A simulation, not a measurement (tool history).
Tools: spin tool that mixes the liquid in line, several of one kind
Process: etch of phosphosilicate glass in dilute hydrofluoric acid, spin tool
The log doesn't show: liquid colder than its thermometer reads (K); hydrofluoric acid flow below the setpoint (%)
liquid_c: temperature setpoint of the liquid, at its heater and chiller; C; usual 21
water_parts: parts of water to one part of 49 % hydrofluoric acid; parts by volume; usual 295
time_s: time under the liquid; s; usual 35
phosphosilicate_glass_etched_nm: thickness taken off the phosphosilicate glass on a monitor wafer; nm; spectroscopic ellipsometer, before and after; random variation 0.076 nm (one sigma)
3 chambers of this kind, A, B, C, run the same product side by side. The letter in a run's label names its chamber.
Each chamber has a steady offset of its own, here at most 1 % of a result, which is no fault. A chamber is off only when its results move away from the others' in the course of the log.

run    day  liquid_c  water_parts  time_s  hours since the thermometer was replaced  hours since the hydrofluoric acid flow meter was replaced  read-back film thickness of the phosphosilicate glass reference wafer, read on the same gauge (nm)  phosphosilicate_glass_etched_nm
 1C  0.158        21          295      35                                    1254.7                                                     1359.3                                                                                              150.03                           10.014
 2A  0.392        21          295      35                                     313.1                                                      138.9                                                                                                 150                           10.138
 3B  0.688        21          295      35                                    1512.6                                                      190.4                                                                                              150.04                           10.157
 4A    0.9        21          295      35                                     325.3                                                      151.1                                                                                              149.97                           10.147
 5B    1.1        21          295      35                                    1522.5                                                      200.3                                                                                              149.93                           10.346
 6C  1.333        21          295      35                                    1282.9                                                     1387.5                                                                                                 150                           10.076
 7B  1.471        21          295      35                                    1531.4                                                      209.2                                                                                              150.02                           10.273
 8A  1.712        21          295      35                                     344.8                                                      170.6                                                                                              150.03                           10.265
 9C  1.921        21          435      50                                      1297                                                     1401.6                                                                                              150.01                           8.7044
10A  2.108        21          435      50                                     354.3                                                      180.1                                                                                              149.94                           8.7204
11C  2.296        21          435      50                                      1306                                                     1410.6                                                                                                 150                           8.7822
12B  2.442        21          295      35                                    1554.7                                                      232.5                                                                                                 150                           10.172
13C  2.721        21          295      35                                    1316.2                                                     1420.8                                                                                              149.97                           10.125
14B  2.946        21          295      35                                    1566.8                                                      244.6                                                                                              149.96                           10.198
15A  3.242        21          295      35                                     381.5                                                      207.3                                                                                              149.98                           10.166
16A  3.438        21          295      35                                     386.2                                                        212                                                                                              149.97                           10.224
17C  3.754        21          295      35                                      1341                                                     1445.6                                                                                              150.02                           10.194
18B  4.067        21          295      35                                    1593.7                                                      271.5                                                                                              149.97                           10.306
19C  4.217        21          295      35                                    1352.1                                                     1456.7                                                                                              149.95                           10.015
20B  4.512        21          295      35                                    1604.4                                                      282.2                                                                                              150.01                           10.217
21A  4.688        21          295      35                                     416.2                                                        242                                                                                              150.02                           10.072
22B  4.896        21          295      35                                    1613.6                                                      291.4                                                                                              149.96                           10.233
23C  5.062        21          295      35                                    1372.4                                                       1477                                                                                              149.96                           10.078

What goes on in this fleet: one chamber off, a drifting gauge, or nothing beyond the chambers' own small offsets? Name the chamber and the cause, if any.

No chamber stands off beyond its own small offset, and the gauge holds steady.
